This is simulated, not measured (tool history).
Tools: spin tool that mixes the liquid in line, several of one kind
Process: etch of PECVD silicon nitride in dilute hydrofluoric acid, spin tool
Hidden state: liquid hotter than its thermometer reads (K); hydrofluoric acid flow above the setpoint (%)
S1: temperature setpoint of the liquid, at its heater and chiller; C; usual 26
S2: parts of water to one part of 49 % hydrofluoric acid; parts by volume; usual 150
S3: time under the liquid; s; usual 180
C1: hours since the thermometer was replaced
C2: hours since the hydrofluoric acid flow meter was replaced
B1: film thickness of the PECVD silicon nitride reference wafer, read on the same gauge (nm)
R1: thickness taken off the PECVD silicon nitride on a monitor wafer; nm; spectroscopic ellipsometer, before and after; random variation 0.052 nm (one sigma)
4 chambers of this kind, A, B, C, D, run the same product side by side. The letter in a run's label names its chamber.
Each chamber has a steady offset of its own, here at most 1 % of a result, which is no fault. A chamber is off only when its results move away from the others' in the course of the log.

run   hour  S1   S2   S3      C1      C2      B1      R1
 1C    4.4  26  150  180    1068   693.6  29.999  7.8051
 2D   10.9  26  150  180   438.2     418  29.997  7.7277
 3A     17  26  150  180  1391.7   680.2  29.988   7.724
 4B   26.4  26  150  180  1389.8  1948.3  29.997  7.8158
 5D   32.9  26  150  180   460.2     440  30.009  7.7587
 6C   39.3  26  150  180  1102.9   728.5  30.005  7.8091
 7B   47.5  26  150  180  1410.9  1969.4  29.989  7.8443
 8A   56.7  26  150  180  1431.4   719.9  30.005  7.7318
 9A   65.7  26  150  180  1440.4   728.9  29.999  7.7706
10B     71  26  105  180  1434.4  1992.9  29.999  11.074
11D   76.9  26  105  180   504.2     484  29.988   11.11
12C   86.5  26  105  180  1150.1   775.7      30  11.203
13C   94.6  26  105  180  1158.2   783.8  30.004  11.166
14D   99.8  26  150  180   527.1   506.9  29.981  7.8391
15A  107.5  26  150  180  1482.2   770.7  30.005  7.7111
16B    112  26  150  180  1475.4  2033.9  30.012  7.9066
17D  119.1  26  150  180   546.4   526.2   29.98  7.7091
18B    127  26  150  180  1490.4  2048.9  29.999  7.7664
19A  133.5  26  150  180  1508.2   796.7  29.987  7.7895
20C  140.3  26  150  180  1203.9   829.5  30.017  8.1237
21A  148.2  26  200  180  1522.9   811.4  29.998  5.7274
22D  152.6  26  200  180   579.9   559.7   29.97   5.805
23C  161.6  26  200  180  1225.2   850.8  30.007  6.2009
       166  -- chamber D: hydrofluoric acid flow meter replaced
24B  166.9  26  200  180  1530.3  2088.8  30.011  5.8642
25B    172  26  150  180  1535.4  2093.9  30.011  7.8001
26A  180.5  26  150  180  1555.2   843.7  30.019  7.6832
27D  186.3  26  150  180   613.6    20.4  30.013  7.8393
28C  194.4  26  150  180    1258   883.6  29.979  8.4545
29C  199.6  26  150  180  1263.2   888.8   29.99   8.438
30B  204.7  26  150  180  1568.1  2126.6  30.012  7.7698
     207.1  -- chamber A: hydrofluoric acid flow meter replaced
31A  213.1  26  150  180  1587.8     6.1  29.983  7.7294
32D  217.7  26  150  180     645    51.8   30.01  7.6985

Next, every chamber runs the same settings. What will each give?
33A  224.6  26  150  180               ?
33B  224.6  26  150  180               ?
33C  224.6  26  150  180               ?
33D  224.6  26  150  180               ?

run      R1
33A  7.6736
33B  7.8459
33C  8.5741
33D  7.7921
